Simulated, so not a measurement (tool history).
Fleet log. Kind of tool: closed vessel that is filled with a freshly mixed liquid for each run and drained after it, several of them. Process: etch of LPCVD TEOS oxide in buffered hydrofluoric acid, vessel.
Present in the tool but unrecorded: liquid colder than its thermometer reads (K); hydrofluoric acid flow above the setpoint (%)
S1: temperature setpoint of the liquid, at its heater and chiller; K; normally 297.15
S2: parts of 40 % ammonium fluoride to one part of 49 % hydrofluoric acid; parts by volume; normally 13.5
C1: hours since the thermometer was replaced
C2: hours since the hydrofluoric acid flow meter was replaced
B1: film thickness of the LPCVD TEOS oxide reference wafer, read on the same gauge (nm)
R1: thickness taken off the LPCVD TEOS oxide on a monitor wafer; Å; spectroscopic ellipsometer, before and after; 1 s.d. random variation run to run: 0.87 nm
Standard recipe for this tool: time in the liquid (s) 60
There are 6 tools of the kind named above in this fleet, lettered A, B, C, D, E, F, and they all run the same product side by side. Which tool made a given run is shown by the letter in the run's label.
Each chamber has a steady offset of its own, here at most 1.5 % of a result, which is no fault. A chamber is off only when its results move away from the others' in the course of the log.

{"run": "1F", "hour": 9.6, "S1": 297.15, "S2": 13.5, "time in the liquid (s)": 60, "C1": 879.1, "C2": 939.2, "B1": 60.015, "R1": 1017.2}
{"run": "2C", "hour": 24.9, "S1": 297.15, "S2": 13.5, "time in the liquid (s)": 60, "C1": 644.9, "C2": 92.5, "B1": 60.012, "R1": 1026.3}
{"run": "3A", "hour": 41.2, "S1": 297.15, "S2": 13.5, "time in the liquid (s)": 60, "C1": 819, "C2": 467.2, "B1": 59.96, "R1": 1006.9}
{"run": "4E", "hour": 53.6, "S1": 297.15, "S2": 13.5, "time in the liquid (s)": 60, "C1": 393.8, "C2": 350.4, "B1": 60.008, "R1": 1018.5}
{"run": "5D", "hour": 69.8, "S1": 297.15, "S2": 13.5, "time in the liquid (s)": 60, "C1": 72.5, "C2": 473.1, "B1": 59.98, "R1": 1025.1}
{"run": "6B", "hour": 77.2, "S1": 297.15, "S2": 13.5, "time in the liquid (s)": 60, "C1": 1077.2, "C2": 1350.5, "B1": 59.974, "R1": 1007.9}
{"hour": 80.0, "done": "chamber F: hydrofluoric acid flow meter replaced"}
{"run": "7C", "hour": 92.4, "S1": 297.15, "S2": 13.5, "time in the liquid (s)": 60, "C1": 712.4, "C2": 160, "B1": 60.025, "R1": 1052.2}
{"run": "8B", "hour": 99.6, "S1": 297.15, "S2": 13.5, "time in the liquid (s)": 60, "C1": 1099.6, "C2": 1372.9, "B1": 60.015, "R1": 1026.9}
{"run": "9F", "hour": 110.3, "S1": 297.15, "S2": 13.5, "time in the liquid (s)": 60, "C1": 979.8, "C2": 30.4, "B1": 59.995, "R1": 1003.9}
{"run": "10E", "hour": 123.5, "S1": 297.15, "S2": 13.5, "time in the liquid (s)": 60, "C1": 463.7, "C2": 420.3, "B1": 59.976, "R1": 1013.9}
{"run": "11A", "hour": 136.1, "S1": 297.15, "S2": 13.5, "time in the liquid (s)": 60, "C1": 913.9, "C2": 562.1, "B1": 60.01, "R1": 1003.1}
{"run": "12D", "hour": 148.7, "S1": 297.15, "S2": 13.5, "time in the liquid (s)": 60, "C1": 151.4, "C2": 552, "B1": 60.018, "R1": 1033.4}
{"run": "13F", "hour": 156.7, "S1": 297.15, "S2": 13.5, "time in the liquid (s)": 60, "C1": 1026.2, "C2": 76.8, "B1": 59.981, "R1": 998.55}
{"run": "14D", "hour": 165.6, "S1": 297.15, "S2": 13.5, "time in the liquid (s)": 60, "C1": 168.3, "C2": 568.9, "B1": 60.035, "R1": 1031}
{"run": "15C", "hour": 176.1, "S1": 297.15, "S2": 13.5, "time in the liquid (s)": 60, "C1": 796.1, "C2": 243.7, "B1": 60.029, "R1": 1036.6}
{"run": "16B", "hour": 185.7, "S1": 297.15, "S2": 13.5, "time in the liquid (s)": 60, "C1": 1185.7, "C2": 1459, "B1": 59.966, "R1": 1013.2}
{"run": "17E", "hour": 199.8, "S1": 297.15, "S2": 13.5, "time in the liquid (s)": 60, "C1": 540, "C2": 496.6, "B1": 60.01, "R1": 1027.9}
{"run": "18A", "hour": 208.9, "S1": 297.15, "S2": 13.5, "time in the liquid (s)": 60, "C1": 986.7, "C2": 634.9, "B1": 59.969, "R1": 1024}
{"run": "19D", "hour": 220.3, "S1": 297.15, "S2": 13.5, "time in the liquid (s)": 60, "C1": 223, "C2": 623.6, "B1": 59.999, "R1": 1024}
{"run": "20E", "hour": 230.6, "S1": 297.15, "S2": 13.5, "time in the liquid (s)": 60, "C1": 570.8, "C2": 527.4, "B1": 60.022, "R1": 1017.1}
{"hour": 238.3, "done": "chamber F: thermometer replaced"}
{"run": "21B", "hour": 243.8, "S1": 297.15, "S2": 13.5, "time in the liquid (s)": 60, "C1": 1243.8, "C2": 1517.1, "B1": 60.013, "R1": 1005.4}
{"run": "22C", "hour": 257.2, "S1": 297.15, "S2": 13.5, "time in the liquid (s)": 60, "C1": 877.2, "C2": 324.8, "B1": 59.994, "R1": 1047.6}
{"run": "23F", "hour": 264.4, "S1": 300.15, "S2": 8.5, "time in the liquid (s)": 60, "C1": 26.1, "C2": 184.5, "B1": 60, "R1": 1831.6}
{"run": "24A", "hour": 275.4, "S1": 300.15, "S2": 8.5, "time in the liquid (s)": 60, "C1": 1053.2, "C2": 701.4, "B1": 59.958, "R1": 1787}
{"run": "25B", "hour": 283.6, "S1": 300.15, "S2": 8.5, "time in the liquid (s)": 60, "C1": 1283.6, "C2": 1556.9, "B1": 60.005, "R1": 1744.2}
{"run": "26D", "hour": 292.0, "S1": 300.15, "S2": 8.5, "time in the liquid (s)": 60, "C1": 294.7, "C2": 695.3, "B1": 60.032, "R1": 1848.5}
{"run": "27A", "hour": 308.1, "S1": 300.15, "S2": 8.5, "time in the liquid (s)": 60, "C1": 1085.9, "C2": 734.1, "B1": 59.974, "R1": 1834.7}
{"run": "28C", "hour": 318.0, "S1": 300.15, "S2": 8.5, "time in the liquid (s)": 60, "C1": 938, "C2": 385.6, "B1": 60.001, "R1": 1884.4}
{"run": "29F", "hour": 325.6, "S1": 297.15, "S2": 13.5, "time in the liquid (s)": 60, "C1": 87.3, "C2": 245.7, "B1": 59.995, "R1": 1004.2}
{"hour": 333.0, "done": "chamber E: hydrofluoric acid flow meter replaced"}
{"run": "30E", "hour": 340.8, "S1": 297.15, "S2": 13.5, "time in the liquid (s)": 60, "C1": 681, "C2": 7.8, "B1": 59.979, "R1": 1019.5}
{"run": "31B", "hour": 355.5, "S1": 297.15, "S2": 13.5, "time in the liquid (s)": 60, "C1": 1355.5, "C2": 1628.8, "B1": 60.007, "R1": 959.26}
{"run": "32D", "hour": 371.7, "S1": 297.15, "S2": 13.5, "time in the liquid (s)": 60, "C1": 374.4, "C2": 775, "B1": 59.972, "R1": 1026.3}
{"run": "33A", "hour": 384.4, "S1": 297.15, "S2": 13.5, "time in the liquid (s)": 60, "C1": 1162.2, "C2": 810.4, "B1": 60.025, "R1": 1001.6}
{"run": "34F", "hour": 397.8, "S1": 297.15, "S2": 13.5, "time in the liquid (s)": 60, "C1": 159.5, "C2": 317.9, "B1": 60, "R1": 989.19}
{"run": "35C", "hour": 410.8, "S1": 297.15, "S2": 13.5, "time in the liquid (s)": 60, "C1": 1030.8, "C2": 478.4, "B1": 59.998, "R1": 1031.8}
{"run": "36E", "hour": 424.2, "S1": 297.15, "S2": 13.5, "time in the liquid (s)": 60, "C1": 764.4, "C2": 91.2, "B1": 59.981, "R1": 1010.9}
{"run": "37C", "hour": 436.1, "S1": 293.65, "S2": 17.5, "time in the liquid (s)": 60, "C1": 1056.1, "C2": 503.7, "B1": 59.993, "R1": 657.73}

All chambers now run identical settings, listed one chamber a line with results as question marks. What results will each chamber show?
{"run": "38A", "hour": 447.9, "S1": 297.15, "S2": 13.5, "time in the liquid (s)": 60, "R1": "?"}
{"run": "38B", "hour": 447.9, "S1": 297.15, "S2": 13.5, "time in the liquid (s)": 60, "R1": "?"}
{"run": "38C", "hour": 447.9, "S1": 297.15, "S2": 13.5, "time in the liquid (s)": 60, "R1": "?"}
{"run": "38D", "hour": 447.9, "S1": 297.15, "S2": 13.5, "time in the liquid (s)": 60, "R1": "?"}
{"run": "38E", "hour": 447.9, "S1": 297.15, "S2": 13.5, "time in the liquid (s)": 60, "R1": "?"}
{"run": "38F", "hour": 447.9, "S1": 297.15, "S2": 13.5, "time in the liquid (s)": 60, "R1": "?"}

run=38A R1=1009.8
run=38B R1=953.52
run=38C R1=1025.6
run=38D R1=1022.2
run=38E R1=1009.5
run=38F R1=1007.4
